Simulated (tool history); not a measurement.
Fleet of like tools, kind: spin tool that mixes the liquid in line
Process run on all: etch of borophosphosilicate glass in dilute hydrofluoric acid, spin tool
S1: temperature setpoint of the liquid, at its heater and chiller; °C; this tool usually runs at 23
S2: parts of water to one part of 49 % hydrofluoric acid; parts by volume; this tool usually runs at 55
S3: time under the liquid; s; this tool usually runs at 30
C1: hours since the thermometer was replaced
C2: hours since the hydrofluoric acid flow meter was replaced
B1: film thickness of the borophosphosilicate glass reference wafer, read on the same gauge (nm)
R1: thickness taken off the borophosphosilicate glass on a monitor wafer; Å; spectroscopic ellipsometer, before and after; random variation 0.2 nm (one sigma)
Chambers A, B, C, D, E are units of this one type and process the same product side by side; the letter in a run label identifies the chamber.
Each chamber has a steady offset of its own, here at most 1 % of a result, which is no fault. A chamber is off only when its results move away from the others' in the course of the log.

Run 1C, day 0.321: usual settings; C1 941.1; C2 215.3; B1 70.005. Result: R1 285.71 Å.
Run 2B, day 0.662: usual settings; C1 228.3; C2 102.8; B1 70.027. Result: R1 281.67 Å.
Run 3A, day 1.238: usual settings; C1 632.6; C2 593.1; B1 69.992. Result: R1 285.09 Å.
Run 4D, day 1.542: usual settings; C1 70; C2 1729.1; B1 70.007. Result: R1 283.53 Å.
Run 5E, day 1.846: usual settings but S2 70 parts by volume, S3 45 s; C1 1467.7; C2 109.1; B1 70.006. Result: R1 330.92 Å.
Run 6E, day 2.417: usual settings but S2 70 parts by volume, S3 45 s; C1 1481.4; C2 122.8; B1 69.971. Result: R1 328.94 Å.
Run 7D, day 3.025: usual settings but S2 70 parts by volume, S3 45 s; C1 105.6; C2 1764.7; B1 70.018. Result: R1 324.43 Å.
Run 8C, day 3.392: usual settings but S2 70 parts by volume, S3 45 s; C1 1014.8; C2 289; B1 70.004. Result: R1 332.29 Å.
Run 9A, day 3.842: usual settings but S2 70 parts by volume, S3 45 s; C1 695.1; C2 655.6; B1 69.984. Result: R1 327.85 Å.
Run 10B, day 4.258: usual settings; C1 314.6; C2 189.1; B1 69.994. Result: R1 286.69 Å.
At day 4.383: chamber D: hydrofluoric acid flow meter replaced.
Run 11C, day 4.638: usual settings but S2 70 parts by volume; C1 1044.7; C2 318.9; B1 70. Result: R1 223.21 Å.
Run 12B, day 5.238: usual settings but S2 70 parts by volume; C1 338.1; C2 212.6; B1 69.988. Result: R1 218.27 Å.
Run 13E, day 5.796: usual settings but S2 70 parts by volume; C1 1562.5; C2 203.9; B1 70.007. Result: R1 222.33 Å.
Run 14D, day 6.358: usual settings but S2 70 parts by volume; C1 185.6; C2 47.4; B1 70.007. Result: R1 216.99 Å.
Run 15A, day 6.962: usual settings but S2 70 parts by volume; C1 770; C2 730.5; B1 70.016. Result: R1 217.11 Å.
Run 16C, day 7.421: usual settings; C1 1111.5; C2 385.7; B1 69.997. Result: R1 295.07 Å.
Run 17D, day 7.904: usual settings; C1 222.7; C2 84.5; B1 69.997. Result: R1 278.88 Å.
Run 18E, day 8.342: usual settings; C1 1623.6; C2 265; B1 69.978. Result: R1 285.22 Å.
Run 19A, day 8.904: usual settings; C1 816.6; C2 777.1; B1 70.001. Result: R1 283.37 Å.
Run 20B, day 9.529: usual settings; C1 441.1; C2 315.6; B1 70.002. Result: R1 283.06 Å.
Run 21A, day 10.142: usual settings; C1 846.3; C2 806.8; B1 70. Result: R1 286.69 Å.
Run 22D, day 10.488: usual settings; C1 284.7; C2 146.5; B1 69.994. Result: R1 284.12 Å.
Run 23B, day 10.908: usual settings; C1 474.2; C2 348.7; B1 70.001. Result: R1 283.19 Å.
Run 24E, day 11.212: usual settings but S2 70 parts by volume, S3 45 s; C1 1692.5; C2 333.9; B1 69.997. Result: R1 330.5 Å.
Run 25C, day 11.825: usual settings but S2 70 parts by volume, S3 45 s; C1 1217.2; C2 491.4; B1 70.001. Result: R1 342.37 Å.
Run 26E, day 12.329: usual settings but S2 70 parts by volume, S3 45 s; C1 1719.3; C2 360.7; B1 70.003. Result: R1 326.43 Å.
Run 27C, day 12.604: usual settings but S2 70 parts by volume, S3 45 s; C1 1235.9; C2 510.1; B1 70.003. Result: R1 345.39 Å.
Run 28B, day 12.883: usual settings but S2 70 parts by volume, S3 45 s; C1 521.6; C2 396.1; B1 70.005. Result: R1 329.96 Å.
At day 13.038: chamber E: thermometer replaced.
Run 29A, day 13.188: usual settings; C1 919.4; C2 879.9; B1 69.97. Result: R1 282.57 Å.
Run 30D, day 13.575: usual settings; C1 358.8; C2 220.6; B1 70.002. Result: R1 283.05 Å.
Run 31E, day 13.892: usual settings; C1 20.6; C2 398.2; B1 69.995. Result: R1 285.32 Å.
Run 32D, day 14.262: usual settings; C1 375.3; C2 237.1; B1 70.002. Result: R1 284.93 Å.
Run 33A, day 14.883: usual settings but S2 45 parts by volume; C1 960.1; C2 920.6; B1 69.994. Result: R1 349.22 Å.
Run 34C, day 15.504: usual settings but S2 45 parts by volume; C1 1305.5; C2 579.7; B1 70.003. Result: R1 378.86 Å.

Does one chamber stand apart from the rest, does the shared gauge drift, or is all well apart from small per-chamber offsets? Give the chamber and the most likely cause, where there is one.

One chamber, C, drifts off from the rest bit by bit.
Cause: liquid hotter than its thermometer reads (K) = 1.59.
With only this log, it may be confused with: hydrofluoric acid flow above the setpoint (%).

Here are 4 candidates for chamber C's next run, each the usual settings with a change, their results left as question marks. Which one brings its results back in line with what the others give on the usual settings?
Counts as in line when no further than this from what the other chambers average on the usual settings: R1 6.9 Å
Run 35C-1, day 15.95: usual settings but S1 22.5 °C. Result: R1 ?.
Run 35C-2, day 15.95: usual settings but S1 24.5 °C. Result: R1 ?.
Run 35C-3, day 15.95: usual settings but S1 21.5 °C. Result: R1 ?.
Run 35C-4, day 15.95: usual settings but S1 23.5 °C. Result: R1 ?.

Mean of the other chambers on the usual settings: R1 283.6 Å
  run      R1
35C-1  297.54
35C-2  322.99
35C-3  285.32
35C-4  310.05
35C-3 is the one that brings the chamber's results back in line with the other chambers.
